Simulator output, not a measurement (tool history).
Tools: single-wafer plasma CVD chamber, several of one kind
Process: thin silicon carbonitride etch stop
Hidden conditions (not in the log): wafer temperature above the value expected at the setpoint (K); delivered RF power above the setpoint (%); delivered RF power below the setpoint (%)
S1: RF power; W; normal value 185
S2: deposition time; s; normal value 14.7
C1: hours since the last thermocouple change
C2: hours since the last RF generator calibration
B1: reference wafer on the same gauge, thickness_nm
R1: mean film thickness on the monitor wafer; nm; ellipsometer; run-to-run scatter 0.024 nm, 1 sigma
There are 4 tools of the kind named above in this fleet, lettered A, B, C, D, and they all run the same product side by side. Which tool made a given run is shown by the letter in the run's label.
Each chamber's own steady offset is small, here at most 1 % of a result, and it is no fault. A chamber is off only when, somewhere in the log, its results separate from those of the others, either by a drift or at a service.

{"run": "1A", "hour": 15.5, "S1": 185, "S2": 14.7, "C1": 130.8, "C2": 1238.7, "B1": 7.5149, "R1": 8.1951}
{"run": "2C", "hour": 23.3, "S1": 185, "S2": 14.7, "C1": 868.6, "C2": 356.2, "B1": 7.5216, "R1": 8.2065}
{"run": "3D", "hour": 34.9, "S1": 185, "S2": 14.7, "C1": 915.9, "C2": 857.2, "B1": 7.5214, "R1": 8.1887}
{"run": "4B", "hour": 47.0, "S1": 185, "S2": 14.7, "C1": 417.0, "C2": 816.3, "B1": 7.5244, "R1": 8.253}
{"run": "5B", "hour": 61.0, "S1": 185, "S2": 14.7, "C1": 431.0, "C2": 830.3, "B1": 7.5164, "R1": 8.2248}
{"run": "6D", "hour": 69.7, "S1": 185, "S2": 14.7, "C1": 950.7, "C2": 892.0, "B1": 7.5221, "R1": 8.1712}
{"run": "7A", "hour": 84.5, "S1": 185, "S2": 14.7, "C1": 199.8, "C2": 1307.7, "B1": 7.5197, "R1": 8.1836}
{"run": "8C", "hour": 92.0, "S1": 185, "S2": 14.7, "C1": 937.3, "C2": 424.9, "B1": 7.521, "R1": 8.1987}
{"hour": 101.2, "done": "chamber A: RF generator calibrated"}
{"run": "9B", "hour": 106.0, "S1": 185, "S2": 14.7, "C1": 476.0, "C2": 875.3, "B1": 7.52, "R1": 8.2258}
{"run": "10A", "hour": 118.5, "S1": 185, "S2": 14.7, "C1": 233.8, "C2": 17.3, "B1": 7.5212, "R1": 8.2501}
{"run": "11D", "hour": 129.1, "S1": 185, "S2": 14.7, "C1": 1010.1, "C2": 951.4, "B1": 7.524, "R1": 8.1393}
{"run": "12C", "hour": 143.8, "S1": 185, "S2": 14.7, "C1": 989.1, "C2": 476.7, "B1": 7.5175, "R1": 8.1909}
{"run": "13A", "hour": 155.4, "S1": 185, "S2": 14.7, "C1": 270.7, "C2": 54.2, "B1": 7.5176, "R1": 8.1641}
{"run": "14D", "hour": 167.9, "S1": 185, "S2": 14.7, "C1": 1048.9, "C2": 990.2, "B1": 7.5212, "R1": 8.2048}
{"run": "15C", "hour": 175.5, "S1": 185, "S2": 14.7, "C1": 1020.8, "C2": 508.4, "B1": 7.5205, "R1": 8.1716}
{"run": "16B", "hour": 183.5, "S1": 185, "S2": 14.7, "C1": 553.5, "C2": 952.8, "B1": 7.5255, "R1": 8.2106}
{"run": "17C", "hour": 197.5, "S1": 185, "S2": 14.7, "C1": 1042.8, "C2": 530.4, "B1": 7.5182, "R1": 8.111}
{"run": "18D", "hour": 205.9, "S1": 185, "S2": 14.7, "C1": 1086.9, "C2": 1028.2, "B1": 7.527, "R1": 8.2011}
{"run": "19A", "hour": 220.3, "S1": 185, "S2": 14.7, "C1": 335.6, "C2": 119.1, "B1": 7.5183, "R1": 8.208}
{"run": "20B", "hour": 229.4, "S1": 185, "S2": 14.7, "C1": 599.4, "C2": 998.7, "B1": 7.5201, "R1": 8.2308}
{"run": "21A", "hour": 244.0, "S1": 200, "S2": 13.8, "C1": 359.3, "C2": 142.8, "B1": 7.5208, "R1": 7.912}
{"run": "22B", "hour": 260.1, "S1": 200, "S2": 13.8, "C1": 630.1, "C2": 1029.4, "B1": 7.5239, "R1": 7.8653}
{"run": "23C", "hour": 270.7, "S1": 200, "S2": 13.8, "C1": 1116.0, "C2": 603.6, "B1": 7.5164, "R1": 7.8055}
{"run": "24D", "hour": 281.7, "S1": 200, "S2": 13.8, "C1": 1162.7, "C2": 1104.0, "B1": 7.5185, "R1": 7.8927}
{"run": "25B", "hour": 292.3, "S1": 185, "S2": 14.7, "C1": 662.3, "C2": 1061.6, "B1": 7.5251, "R1": 8.1939}
{"run": "26C", "hour": 305.3, "S1": 185, "S2": 12.7, "C1": 1150.6, "C2": 638.2, "B1": 7.5197, "R1": 7.0237}
{"run": "27A", "hour": 319.1, "S1": 185, "S2": 12.7, "C1": 434.4, "C2": 217.9, "B1": 7.521, "R1": 7.0529}
{"hour": 329.4, "done": "chamber D: RF generator calibrated"}
{"run": "28D", "hour": 330.6, "S1": 185, "S2": 12.7, "C1": 1211.6, "C2": 1.2, "B1": 7.5296, "R1": 7.0674}
{"run": "29B", "hour": 346.2, "S1": 185, "S2": 12.7, "C1": 716.2, "C2": 1115.5, "B1": 7.5197, "R1": 7.1107}
{"run": "30A", "hour": 358.6, "S1": 185, "S2": 14.7, "C1": 473.9, "C2": 257.4, "B1": 7.5258, "R1": 8.1815}
{"run": "31D", "hour": 369.3, "S1": 185, "S2": 14.7, "C1": 1250.3, "C2": 39.9, "B1": 7.5169, "R1": 8.1439}
{"run": "32C", "hour": 377.0, "S1": 210, "S2": 15.7, "C1": 1222.3, "C2": 709.9, "B1": 7.5207, "R1": 8.956}
{"run": "33B", "hour": 386.1, "S1": 210, "S2": 15.7, "C1": 756.1, "C2": 1155.4, "B1": 7.5173, "R1": 9.1641}
{"run": "34C", "hour": 401.6, "S1": 210, "S2": 15.7, "C1": 1246.9, "C2": 734.5, "B1": 7.5256, "R1": 8.93}
{"run": "35A", "hour": 415.9, "S1": 210, "S2": 15.7, "C1": 531.2, "C2": 314.7, "B1": 7.5147, "R1": 9.1253}
{"run": "36D", "hour": 429.8, "S1": 155, "S2": 13.3, "C1": 1310.8, "C2": 100.4, "B1": 7.5173, "R1": 7.0297}
{"hour": 444.2, "done": "chamber B: RF generator calibrated"}
{"run": "37D", "hour": 444.5, "S1": 155, "S2": 13.3, "C1": 1325.5, "C2": 115.1, "B1": 7.5256, "R1": 7.0355}
{"run": "38A", "hour": 460.6, "S1": 155, "S2": 13.3, "C1": 575.9, "C2": 359.4, "B1": 7.5208, "R1": 7.0526}
{"run": "39B", "hour": 474.9, "S1": 155, "S2": 13.3, "C1": 844.9, "C2": 30.8, "B1": 7.5163, "R1": 7.1098}
{"run": "40C", "hour": 487.0, "S1": 185, "S2": 14.7, "C1": 1332.3, "C2": 819.9, "B1": 7.5139, "R1": 8.0908}
{"run": "41A", "hour": 503.2, "S1": 185, "S2": 14.7, "C1": 618.5, "C2": 402.0, "B1": 7.5183, "R1": 8.2234}

Next, all 4 chambers run the settings below, one line each with question marks for the results. What does each chamber give?
{"run": "42A", "hour": 515.0, "S1": 155, "S2": 14.7, "R1": "?"}
{"run": "42B", "hour": 515.0, "S1": 155, "S2": 14.7, "R1": "?"}
{"run": "42C", "hour": 515.0, "S1": 155, "S2": 14.7, "R1": "?"}
{"run": "42D", "hour": 515.0, "S1": 155, "S2": 14.7, "R1": "?"}

run=42A R1=7.7939
run=42B R1=7.8426
run=42C R1=7.5962
run=42D R1=7.7932
